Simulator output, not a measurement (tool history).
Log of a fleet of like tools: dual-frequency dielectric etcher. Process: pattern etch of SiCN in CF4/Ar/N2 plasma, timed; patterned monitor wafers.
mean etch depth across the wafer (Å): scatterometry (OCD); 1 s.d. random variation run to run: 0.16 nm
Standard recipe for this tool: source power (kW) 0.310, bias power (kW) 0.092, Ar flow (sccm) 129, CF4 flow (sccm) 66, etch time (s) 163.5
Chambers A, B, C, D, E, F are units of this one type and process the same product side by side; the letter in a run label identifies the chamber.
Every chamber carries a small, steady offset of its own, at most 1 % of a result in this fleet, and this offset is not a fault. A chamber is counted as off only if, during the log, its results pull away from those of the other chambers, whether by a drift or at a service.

run   hour  source power (kW)  bias power (kW)  Ar flow (sccm)  CF4 flow (sccm)  etch time (s)  read-back reference wafer on the same gauge, depth_nm  mean etch depth across the wafer (Å)
 1E   14.5              0.310            0.092             129               66          163.5                                                 100.99                               1057.20
 2C   27.9              0.310            0.092             129               66          163.5                                                 100.95                               1063.00
 3B   35.1              0.310            0.092             129               66          163.5                                                 100.96                               1070.00
 4D   50.3              0.310            0.092             129               66          163.5                                                 100.96                               1070.10
 5A   63.1              0.310            0.092             129               66          163.5                                                 100.91                               1056.70
 6F   76.6              0.310            0.092             129               66          163.5                                                 100.94                               1060.60
 7B   87.5              0.310            0.092             129               66          163.5                                                 100.91                               1066.40
 8E  101.6              0.310            0.092             129               66          163.5                                                 100.87                               1056.70
 9A  116.1              0.310            0.092             129               66          163.5                                                 100.84                               1059.30
10F  124.6              0.310            0.092             129               66          163.5                                                 100.88                               1060.10
     129.2  -- chamber D: source power generator calibrated
11D  137.0              0.310            0.092             129               66          163.5                                                 100.85                               1065.70
12C  145.7              0.310            0.070             129               61          163.5                                                 100.83                                944.61
13F  155.9              0.310            0.070             129               61          163.5                                                 100.82                                943.43
     160.5  -- chamber E: wet clean of the chamber
14E  167.5              0.310            0.070             129               61          163.5                                                 100.81                                942.20
15A  177.1              0.310            0.070             129               61          163.5                                                 100.78                                941.64
16C  185.3              0.310            0.070             129               61          163.5                                                 100.78                                941.54
17D  198.9              0.310            0.070             129               61          163.5                                                 100.75                                946.83
18B  206.4              0.310            0.092             129               66          163.5                                                 100.72                               1067.30
19D  217.6              0.350            0.092             129               66          205.5                                                 100.76                               1486.80
20C  225.0              0.350            0.092             129               66          205.5                                                 100.73                               1479.60
21E  232.1              0.350            0.092             129               66          205.5                                                 100.70                               1473.00
22A  241.8              0.350            0.092             129               66          205.5                                                 100.69                               1467.60
23B  249.6              0.350            0.092             129               66          205.5                                                 100.71                               1486.40
24F  259.0              0.350            0.092             129               66          205.5                                                 100.67                               1471.80
25F  267.9              0.310            0.092             129               66          163.5                                                 100.64                               1057.60
     280.1  -- chamber F: wet clean of the chamber
26A  283.0              0.310            0.092             129               66          163.5                                                 100.65                               1051.70
27B  297.5              0.310            0.092             129               66          163.5                                                 100.63                               1063.80
28E  307.4              0.310            0.092             129               66          163.5                                                 100.55                               1052.80
     307.6  -- chamber B: bias power generator calibrated
29C  315.9              0.310            0.072             109               66          163.5                                                 100.56                                986.34
30D  326.4              0.310            0.072             109               66          163.5                                                 100.53                                997.06
31D  337.7              0.310            0.072             109               66          163.5                                                 100.55                                993.21
32B  348.4              0.310            0.072             109               66          163.5                                                 100.51                                992.39
     352.9  -- chamber A: wet clean of the chamber
33F  361.9              0.310            0.072             109               66          163.5                                                 100.54                                986.72
     371.1  -- chamber B: wet clean of the chamber
34C  372.4              0.310            0.072             109               66          163.5                                                 100.51                                986.14
35A  380.3              0.310            0.092             129               66          163.5                                                 100.53                               1055.50
36E  392.6              0.310            0.092             129               66          163.5                                                 100.49                               1050.20
37E  406.3              0.310            0.092             129               66          163.5                                                 100.45                               1051.00
38B  419.5              0.310            0.092             129               66          163.5                                                 100.42                               1065.50
39D  431.7              0.310            0.092             129               66          163.5                                                 100.42                               1062.60
     445.5  -- chamber C: wet clean of the chamber
40F  446.7              0.310            0.092             129               66          163.5                                                 100.40                               1054.50
41A  453.7              0.310            0.092             129               66          163.5                                                 100.42                               1049.30
42C  466.4              0.310            0.092             116               52          163.5                                                 100.39                               1039.00

Next, every chamber runs the same settings. What will each give?
43A  477.5              0.310            0.080             129               66          163.5                                                                                            ?
43B  477.5              0.310            0.080             129               66          163.5                                                                                            ?
43C  477.5              0.310            0.080             129               66          163.5                                                                                            ?
43D  477.5              0.310            0.080             129               66          163.5                                                                                            ?
43E  477.5              0.310            0.080             129               66          163.5                                                                                            ?
43F  477.5              0.310            0.080             129               66          163.5                                                                                            ?

run  mean etch depth across the wafer (Å)
43A                                996.25
43B                               1008.20
43C                               1003.40
43D                               1005.10
43E                                997.57
43F                               1002.20
